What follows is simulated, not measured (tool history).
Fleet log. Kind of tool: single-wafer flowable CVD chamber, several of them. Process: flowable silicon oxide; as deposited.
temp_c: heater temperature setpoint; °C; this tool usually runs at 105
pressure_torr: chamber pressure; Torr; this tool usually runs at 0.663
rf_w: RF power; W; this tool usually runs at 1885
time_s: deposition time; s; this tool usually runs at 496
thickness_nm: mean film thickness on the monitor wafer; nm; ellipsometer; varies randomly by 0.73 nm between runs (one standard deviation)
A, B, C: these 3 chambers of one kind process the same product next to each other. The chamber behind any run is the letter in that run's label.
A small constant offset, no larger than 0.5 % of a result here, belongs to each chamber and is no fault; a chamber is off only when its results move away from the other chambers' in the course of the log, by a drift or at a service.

| run | hour | temp_c | pressure_torr | rf_w | time_s | read-back reference wafer on the same gauge, thickness_nm | thickness_nm |
|---|---|---|---|---|---|---|---|
| 1B | 7.0 | 105 | 0.663 | 1885 | 496 | 177.99 | 195.97 |
| 2A | 13.9 | 105 | 0.663 | 1885 | 496 | 177.85 | 195.61 |
| 3C | 20.9 | 105 | 0.663 | 1885 | 496 | 178.13 | 196.89 |
| 4C | 31.4 | 105 | 0.663 | 1885 | 496 | 177.85 | 196.75 |
| 5A | 39.8 | 105 | 0.663 | 1885 | 496 | 177.91 | 194.93 |
| 6B | 48.2 | 105 | 0.663 | 1885 | 496 | 177.92 | 195.03 |
| 7C | 61.4 | 105 | 0.663 | 1885 | 496 | 178.08 | 195.07 |
| 8A | 71.1 | 105 | 0.663 | 1885 | 496 | 177.95 | 194.71 |
|  | 75.9 | chamber A: RF generator calibrated |
| 9B | 82.4 | 105 | 0.663 | 1885 | 496 | 177.86 | 192.81 |
| 10A | 95.3 | 105 | 0.663 | 1885 | 496 | 177.92 | 195.84 |
| 11B | 106.5 | 105 | 0.801 | 2240 | 496 | 177.89 | 253.39 |
| 12C | 114.3 | 105 | 0.801 | 2240 | 496 | 178.10 | 262.87 |
| 13B | 120.4 | 105 | 0.801 | 2240 | 496 | 177.77 | 253.87 |
| 14C | 127.9 | 105 | 0.663 | 1885 | 496 | 177.94 | 196.06 |
| 15A | 133.9 | 105 | 0.663 | 1885 | 496 | 177.89 | 194.60 |
| 16C | 140.3 | 105 | 0.663 | 1885 | 496 | 178.18 | 196.87 |
| 17A | 153.8 | 105 | 0.663 | 1885 | 496 | 177.91 | 195.21 |
| 18B | 160.2 | 105 | 0.663 | 1885 | 496 | 177.97 | 188.94 |
| 19C | 166.2 | 105 | 0.663 | 2050 | 540 | 177.99 | 218.21 |
| 20B | 173.0 | 105 | 0.663 | 2050 | 540 | 178.22 | 206.98 |

Has any chamber moved away from the others, gradually or after a service, or does the common gauge drift, or do the chambers differ only by their own small steady offsets? State the chamber and the most likely cause if one applies.

Chamber B drifts away from the others.
What lies behind it: true pressure below the setpoint (%) = 3.2.
The log might look much the same if the cause were instead: wafer temperature above the value expected at the setpoint (K).

Below are 4 candidate recipes for chamber B's next run, each the usual settings with a change, their results shown as question marks. Which of them brings B's results back in line with what the other chambers give on the usual settings?
In-line tolerance around the mean of the other chambers on the usual settings: thickness_nm 2.50 nm
| 21B-1 | 182.8 | 105 | 0.642 | 1880 | 496 |  | ? |
| 21B-2 | 182.8 | 105 | 0.657 | 1885 | 496 |  | ? |
| 21B-3 | 182.8 | 105 | 0.668 | 1885 | 498 |  | ? |
| 21B-4 | 182.8 | 104 | 0.668 | 1885 | 498 |  | ? |

The mean the other chambers reach with the usual settings: thickness_nm 195.80 nm
| run | thickness_nm |
|---|---|
| 21B-1 | 179.29 |
| 21B-2 | 185.07 |
| 21B-3 | 190.02 |
| 21B-4 | 196.58 |
With 21B-4, the chamber falls back in line with the rest.
